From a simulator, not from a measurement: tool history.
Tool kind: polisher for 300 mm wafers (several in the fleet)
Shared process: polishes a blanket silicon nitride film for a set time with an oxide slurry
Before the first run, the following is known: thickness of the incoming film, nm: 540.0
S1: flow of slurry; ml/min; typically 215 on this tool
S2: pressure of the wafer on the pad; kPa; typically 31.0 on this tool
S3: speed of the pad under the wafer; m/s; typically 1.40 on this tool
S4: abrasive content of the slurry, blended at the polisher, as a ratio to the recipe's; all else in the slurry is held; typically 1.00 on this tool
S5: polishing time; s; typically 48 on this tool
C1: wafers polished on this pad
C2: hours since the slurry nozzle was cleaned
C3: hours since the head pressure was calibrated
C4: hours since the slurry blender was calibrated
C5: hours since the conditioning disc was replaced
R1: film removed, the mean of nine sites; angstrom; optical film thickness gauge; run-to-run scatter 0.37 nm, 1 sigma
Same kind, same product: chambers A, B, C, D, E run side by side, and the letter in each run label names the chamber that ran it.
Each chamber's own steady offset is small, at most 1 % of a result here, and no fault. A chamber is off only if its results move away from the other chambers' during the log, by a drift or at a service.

-- day=0.138 chamber E: slurry nozzle cleaned
-- day=0.200 chamber E: worn pad replaced by a new one
-- day=0.233 chamber A: conditioning disc replaced and pad reconditioned
run 1E day=0.438 | S1=215 S2=31.0 S3=1.40 S4=1.00 S5=48 | C1=84 C2=7.2 C3=44.1 C4=45.6 C5=178.8 | R1=552.18
run 2A day=0.888 | S1=215 S2=31.0 S3=1.40 S4=1.00 S5=48 | C1=806 C2=716.2 C3=332.3 C4=182.1 C5=15.7 | R1=554.57
run 3C day=1.325 | S1=215 S2=31.0 S3=1.40 S4=1.00 S5=48 | C1=1129 C2=154.0 C3=290.2 C4=56.3 C5=76.4 | R1=544.39
-- day=1.392 chamber B: worn pad replaced by a new one
run 4B day=1.754 | S1=215 S2=31.0 S3=1.40 S4=1.00 S5=48 | C1=128 C2=99.1 C3=631.2 C4=174.0 C5=98.0 | R1=539.95
-- day=2.071 chamber C: worn pad replaced by a new one
run 5D day=2.146 | S1=215 S2=31.0 S3=1.40 S4=1.15 S5=48 | C1=1278 C2=548.4 C3=669.6 C4=112.7 C5=365.8 | R1=583.97
-- day=2.288 chamber A: slurry blender recalibrated
-- day=2.358 chamber A: worn pad replaced by a new one
run 6B day=2.504 | S1=215 S2=31.0 S3=1.40 S4=1.15 S5=48 | C1=393 C2=117.1 C3=649.2 C4=192.0 C5=116.0 | R1=585.43
-- day=2.783 chamber B: conditioning disc replaced and pad reconditioned
run 7C day=2.821 | S1=215 S2=31.0 S3=1.40 S4=1.15 S5=48 | C1=265 C2=189.9 C3=326.1 C4=92.2 C5=112.3 | R1=581.00
-- day=2.933 chamber E: worn pad replaced by a new one
run 8A day=3.212 | S1=215 S2=31.0 S3=1.40 S4=1.15 S5=48 | C1=302 C2=772.0 C3=388.1 C4=22.2 C5=71.5 | R1=586.44
run 9D day=3.458 | S1=215 S2=31.0 S3=1.40 S4=1.15 S5=48 | C1=1742 C2=579.9 C3=701.1 C4=144.2 C5=397.3 | R1=578.27
run 10E day=3.654 | S1=215 S2=39.3 S3=1.86 S4=1.00 S5=48 | C1=254 C2=84.4 C3=121.3 C4=122.8 C5=256.0 | R1=872.77
run 11D day=4.038 | S1=215 S2=39.3 S3=1.86 S4=1.00 S5=48 | C1=1947 C2=593.8 C3=715.0 C4=158.1 C5=411.2 | R1=859.63
-- day=4.108 chamber B: head pressure recalibrated
-- day=4.171 chamber C: head pressure recalibrated
-- day=4.358 chamber B: worn pad replaced by a new one
run 12B day=4.471 | S1=215 S2=39.3 S3=1.86 S4=1.00 S5=48 | C1=40 C2=164.3 C3=8.7 C4=239.2 C5=40.5 | R1=878.46
run 13A day=4.712 | S1=215 S2=39.3 S3=1.86 S4=1.00 S5=48 | C1=832 C2=808.0 C3=424.1 C4=58.2 C5=107.5 | R1=875.77
run 14E day=5.079 | S1=215 S2=39.3 S3=1.86 S4=1.00 S5=48 | C1=758 C2=118.6 C3=155.5 C4=157.0 C5=290.2 | R1=863.49
run 15C day=5.421 | S1=215 S2=31.0 S3=1.40 S4=1.00 S5=48 | C1=1184 C2=252.3 C3=30.1 C4=154.6 C5=174.7 | R1=540.67
-- day=5.833 chamber C: worn pad replaced by a new one
run 16E day=5.875 | S1=215 S2=31.0 S3=1.40 S4=1.00 S5=48 | C1=1039 C2=137.7 C3=174.6 C4=176.1 C5=309.3 | R1=544.21
-- day=6.033 chamber A: worn pad replaced by a new one
-- day=6.038 chamber E: worn pad replaced by a new one
run 17C day=6.208 | S1=215 S2=31.0 S3=1.40 S4=1.00 S5=48 | C1=133 C2=271.2 C3=49.0 C4=173.5 C5=193.6 | R1=547.93
run 18A day=6.633 | S1=215 S2=31.0 S3=1.40 S4=1.00 S5=48 | C1=213 C2=854.1 C3=470.2 C4=104.3 C5=153.6 | R1=549.82
run 19B day=7.038 | S1=215 S2=31.0 S3=1.40 S4=1.00 S5=48 | C1=947 C2=225.9 C3=70.3 C4=300.8 C5=102.1 | R1=544.85
-- day=7.100 chamber B: worn pad replaced by a new one
run 20D day=7.296 | S1=215 S2=31.0 S3=1.40 S4=1.00 S5=48 | C1=3098 C2=672.0 C3=793.2 C4=236.3 C5=489.4 | R1=533.79
-- day=7.329 chamber B: slurry blender recalibrated
-- day=7.608 chamber D: conditioning disc replaced and pad reconditioned
run 21A day=7.617 | S1=215 S2=31.0 S3=1.40 S4=1.00 S5=48 | C1=560 C2=877.7 C3=493.8 C4=127.9 C5=177.2 | R1=546.57
-- day=7.738 chamber D: slurry blender recalibrated
run 22C day=8.058 | S1=145 S2=31.0 S3=1.40 S4=1.00 S5=58 | C1=787 C2=315.6 C3=93.4 C4=217.9 C5=238.0 | R1=615.88
-- day=8.288 chamber B: conditioning disc replaced and pad reconditioned
run 23B day=8.504 | S1=145 S2=31.0 S3=1.40 S4=1.00 S5=58 | C1=497 C2=261.1 C3=105.5 C4=28.2 C5=5.3 | R1=622.77
-- day=8.679 chamber D: slurry nozzle cleaned
run 24D day=8.854 | S1=145 S2=31.0 S3=1.40 S4=1.00 S5=58 | C1=3648 C2=4.3 C3=830.6 C4=26.9 C5=29.9 | R1=604.95
run 25E day=9.112 | S1=145 S2=31.0 S3=1.40 S4=1.00 S5=58 | C1=1086 C2=215.4 C3=252.3 C4=253.8 C5=387.0 | R1=609.70
-- day=9.167 chamber A: slurry nozzle cleaned
-- day=9.329 chamber E: worn pad replaced by a new one
-- day=9.388 chamber E: slurry blender recalibrated
-- day=9.492 chamber C: worn pad replaced by a new one
run 26A day=9.538 | S1=145 S2=31.0 S3=1.40 S4=1.00 S5=58 | C1=1239 C2=9.0 C3=539.9 C4=174.0 C5=223.3 | R1=627.97
-- day=9.625 chamber A: worn pad replaced by a new one
run 27D day=9.879 | S1=215 S2=31.0 S3=1.40 S4=1.00 S5=48 | C1=4010 C2=28.9 C3=855.2 C4=51.5 C5=54.5 | R1=533.77
-- day=10.104 chamber B: worn pad replaced by a new one
run 28C day=10.121 | S1=215 S2=31.0 S3=1.40 S4=1.00 S5=48 | C1=223 C2=365.1 C3=142.9 C4=267.4 C5=287.5 | R1=548.07
run 29B day=10.517 | S1=215 S2=31.0 S3=1.40 S4=0.75 S5=48 | C1=145 C2=309.4 C3=153.8 C4=76.5 C5=53.6 | R1=480.64
run 30E day=10.871 | S1=215 S2=31.0 S3=1.40 S4=0.75 S5=48 | C1=544 C2=257.6 C3=294.5 C4=35.6 C5=429.2 | R1=476.05
-- day=10.875 chamber E: conditioning disc replaced and pad reconditioned
-- day=11.071 chamber A: conditioning disc replaced and pad reconditioned
run 31D day=11.292 | S1=215 S2=31.0 S3=1.40 S4=0.75 S5=48 | C1=4509 C2=62.8 C3=889.1 C4=85.4 C5=88.4 | R1=455.61
run 32A day=11.729 | S1=215 S2=31.0 S3=1.40 S4=0.75 S5=48 | C1=744 C2=61.6 C3=592.5 C4=226.6 C5=15.8 | R1=474.26
-- day=11.888 chamber C: slurry nozzle cleaned
-- day=11.962 chamber E: worn pad replaced by a new one
run 33B day=12.183 | S1=215 S2=31.0 S3=1.40 S4=0.75 S5=48 | C1=734 C2=349.4 C3=193.8 C4=116.5 C5=93.6 | R1=481.72
-- day=12.571 chamber E: slurry nozzle cleaned
run 34E day=12.612 | S1=215 S2=31.0 S3=1.40 S4=1.00 S5=48 | C1=229 C2=1.0 C3=336.3 C4=77.4 C5=41.7 | R1=548.48
run 35C day=12.904 | S1=215 S2=31.0 S3=1.40 S4=1.00 S5=48 | C1=1206 C2=24.4 C3=209.7 C4=334.2 C5=354.3 | R1=543.92
-- day=13.104 chamber C: worn pad replaced by a new one
-- day=13.129 chamber A: head pressure recalibrated
-- day=13.138 chamber A: worn pad replaced by a new one
run 36E day=13.138 | S1=215 S2=31.0 S3=1.40 S4=1.00 S5=48 | C1=415 C2=13.6 C3=348.9 C4=90.0 C5=54.3 | R1=546.75
-- day=13.158 chamber B: conditioning disc replaced and pad reconditioned
-- day=13.183 chamber A: slurry blender recalibrated
-- day=13.317 chamber B: worn pad replaced by a new one
run 37A day=13.404 | S1=215 S2=31.0 S3=1.40 S4=1.00 S5=48 | C1=95 C2=101.8 C3=6.6 C4=5.3 C5=56.0 | R1=557.15
run 38C day=13.683 | S1=215 S2=31.0 S3=1.40 S4=1.00 S5=48 | C1=204 C2=43.1 C3=228.4 C4=352.9 C5=373.0 | R1=543.57
run 39D day=13.950 | S1=215 S2=31.0 S3=1.40 S4=1.00 S5=48 | C1=5448 C2=126.6 C3=952.9 C4=149.2 C5=152.2 | R1=521.60
run 40B day=14.188 | S1=215 S2=31.0 S3=1.40 S4=1.00 S5=48 | C1=308 C2=397.5 C3=241.9 C4=164.6 C5=24.7 | R1=548.39
run 41D day=14.500 | S1=215 S2=31.0 S3=1.40 S4=1.00 S5=48 | C1=5643 C2=139.8 C3=966.1 C4=162.4 C5=165.4 | R1=520.89
run 42C day=14.933 | S1=215 S2=31.0 S3=1.40 S4=1.00 S5=48 | C1=646 C2=73.1 C3=258.4 C4=382.9 C5=403.0 | R1=546.50
run 43A day=15.204 | S1=215 S2=31.0 S3=1.40 S4=1.00 S5=48 | C1=731 C2=145.0 C3=49.8 C4=48.5 C5=99.2 | R1=559.66

Which is it: a chamber that has drifted or been left off by a service, a gauge drift common to all chambers, or only each chamber's usual small offset? If a chamber is off, name it and its likeliest cause.

One chamber, D, drifts off from the rest bit by bit.
Likeliest cause: removal rate lost through wear of the pad, % = 5.71.
Not necessarily distinguishable in this log from: head's pressure below its setpoint, %.

Which of the 4 candidates below, each the usual settings with something changed and its results left as question marks, puts chamber D back in line with what the other chambers give on the usual settings?
A result is in line if it is within this distance of the other chambers' mean on the usual settings: R1 13.00 angstrom
run 44D-1 day=15.529 | S1=215 S2=31.0 S3=1.40 S4=1.00 S5=51 | R1=?
run 44D-2 day=15.529 | S1=205 S2=31.0 S3=1.40 S4=0.90 S5=48 | R1=?
run 44D-3 day=15.529 | S1=215 S2=31.0 S3=1.38 S4=1.00 S5=48 | R1=?
run 44D-4 day=15.529 | S1=215 S2=31.0 S3=1.42 S4=1.00 S5=48 | R1=?

Average result of the remaining chambers running the usual settings: R1 548.12 angstrom
run=44D-1 R1=549.63
run=44D-2 R1=489.91
run=44D-3 R1=511.31
run=44D-4 R1=523.26
With 44D-1, the chamber falls back in line with the rest.
